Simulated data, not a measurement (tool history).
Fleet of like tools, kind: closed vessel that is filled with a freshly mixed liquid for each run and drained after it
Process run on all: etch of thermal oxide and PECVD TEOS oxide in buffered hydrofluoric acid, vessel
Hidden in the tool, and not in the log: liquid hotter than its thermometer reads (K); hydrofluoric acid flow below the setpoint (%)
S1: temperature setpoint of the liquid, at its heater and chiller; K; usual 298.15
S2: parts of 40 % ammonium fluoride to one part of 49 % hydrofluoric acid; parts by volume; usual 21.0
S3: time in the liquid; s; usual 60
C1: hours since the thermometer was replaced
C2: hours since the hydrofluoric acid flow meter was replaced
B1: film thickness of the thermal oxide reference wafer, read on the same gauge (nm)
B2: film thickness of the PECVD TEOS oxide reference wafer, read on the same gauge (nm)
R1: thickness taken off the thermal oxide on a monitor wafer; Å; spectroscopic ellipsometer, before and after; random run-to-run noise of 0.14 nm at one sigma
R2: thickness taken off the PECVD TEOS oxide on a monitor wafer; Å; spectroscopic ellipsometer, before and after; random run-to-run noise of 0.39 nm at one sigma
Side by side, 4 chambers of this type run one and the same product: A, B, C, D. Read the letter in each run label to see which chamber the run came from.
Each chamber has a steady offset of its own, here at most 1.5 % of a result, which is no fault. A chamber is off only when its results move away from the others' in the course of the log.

run     day      S1    S2  S3      C1      C2      B1      B2      R1      R2
 1C   0.246  298.15  21.0  60   435.2  2255.5  79.997  149.99  375.74  645.00
 2A   0.596  298.15  21.0  60   995.2  1021.3  80.003  149.99  365.37  643.74
 3D   0.833  298.15  21.0  60   772.1  2056.9  80.013  149.99  367.47  651.76
 4B   1.192  298.15  21.0  60   277.8    33.9  79.989  149.99  362.42  658.45
 5D   1.358  298.15  21.0  60   784.7  2069.5  79.993  150.00  371.48  652.48
 6A   1.700  298.15  21.0  60  1021.7  1047.8  80.021  150.01  369.83  648.18
 7C   1.950  298.15  21.0  60   476.1  2296.4  80.024  150.02  374.36  637.68
 8B   2.150  298.15  21.0  60   300.8    56.9  80.009  149.99  365.93  659.65
 9D   2.483  298.15  21.0  60   811.7  2096.5  80.004  150.02  371.51  654.03
10B   2.667  296.15  21.0  45   313.2    69.3  79.986  150.01  246.99  445.50
11C   2.933  296.15  21.0  45   499.7  2320.0  79.996  149.99  252.03  428.93
12A   3.192  296.15  21.0  45  1057.5  1083.6  79.970  150.01  246.34  433.68
13D   3.450  296.15  21.0  45   834.9  2119.7  80.000  150.01  249.42  441.50
14C   3.717  298.15  21.0  60   518.5  2338.8  80.045  150.01  373.26  650.70
15B   3.917  298.15  21.0  60   343.2    99.3  79.979  150.00  365.48  658.46
16A   4.183  298.15  21.0  60  1081.3  1107.4  79.987  150.01  367.36  646.39
17A   4.396  298.15  21.0  60  1086.4  1112.5  80.008  150.01  365.92  650.08
18C   4.754  298.15  21.0  60   543.4  2363.7  80.013  149.99  372.27  639.89
19B   5.042  298.15  21.0  60   370.2   126.3  79.975  150.02  364.70  659.44
20D   5.375  298.15  21.0  60   881.1  2165.9  79.975  149.99  370.41  654.78
21C   5.675  298.15  21.0  60   565.5  2385.8  80.004  149.98  374.60  640.04
22D   5.933  298.15  21.0  60   894.5  2179.3  80.014  149.99  371.58  653.13
23A   6.146  298.15  15.5  40  1128.4  1154.5  79.992  150.00  323.64  574.28
24B   6.379  298.15  15.5  40   402.3   158.4  80.017  150.01  326.13  577.88
25B   6.558  298.15  15.5  40   406.6   162.7  79.998  150.00  326.82  581.95
26D   6.821  298.15  15.5  40   915.8  2200.6  80.010  150.02  329.26  584.04
27C   6.992  298.15  21.0  60   597.1  2417.4  80.002  149.99  374.43  640.82
28A   7.262  300.15  21.0  40  1155.2  1181.3  79.987  150.01  273.54  483.66
29C   7.600  300.15  21.0  40   611.7  2432.0  79.991  150.00  278.01  472.47
30B   7.783  300.15  21.0  40   436.0   192.1  79.996  149.99  269.77  488.84
31A   8.125  300.15  21.0  40  1175.9  1202.0  80.022  150.01  273.80  484.89
32D   8.396  298.15  21.0  60   953.6  2238.4  80.014  150.00  367.81  652.21
      8.533  -- chamber D: hydrofluoric acid flow meter replaced
33C   8.650  298.15  21.0  60   636.9  2457.2  80.006  149.99  374.79  643.02
34A   8.846  298.15  21.0  60  1193.2  1219.3  79.982  150.01  368.94  648.51
35D   9.021  298.15  21.0  60   968.6    11.7  79.978  150.01  371.08  657.14
36B   9.292  298.15  21.0  60   472.2   228.3  79.988  150.00  366.59  658.82
37B   9.579  298.15  21.0  60   479.1   235.2  79.991  150.01  365.97  660.99
38D   9.871  298.15  21.0  60   989.0    32.1  80.027  149.99  369.72  652.02
39A  10.254  298.15  21.0  60  1227.0  1253.1  79.989  150.01  366.02  657.68
40C  10.496  298.15  21.0  60   681.2  2501.5  79.966  149.99  375.23  644.49
41B  10.771  298.15  21.0  60   507.7   263.8  80.005  150.01  367.26  652.17

What goes on in this fleet: one chamber off, a drifting gauge, or nothing beyond the chambers' own small offsets? Name the chamber and the cause, if any.

No chamber is off and the gauge is stable; the differences are just each chamber's small, constant offset.
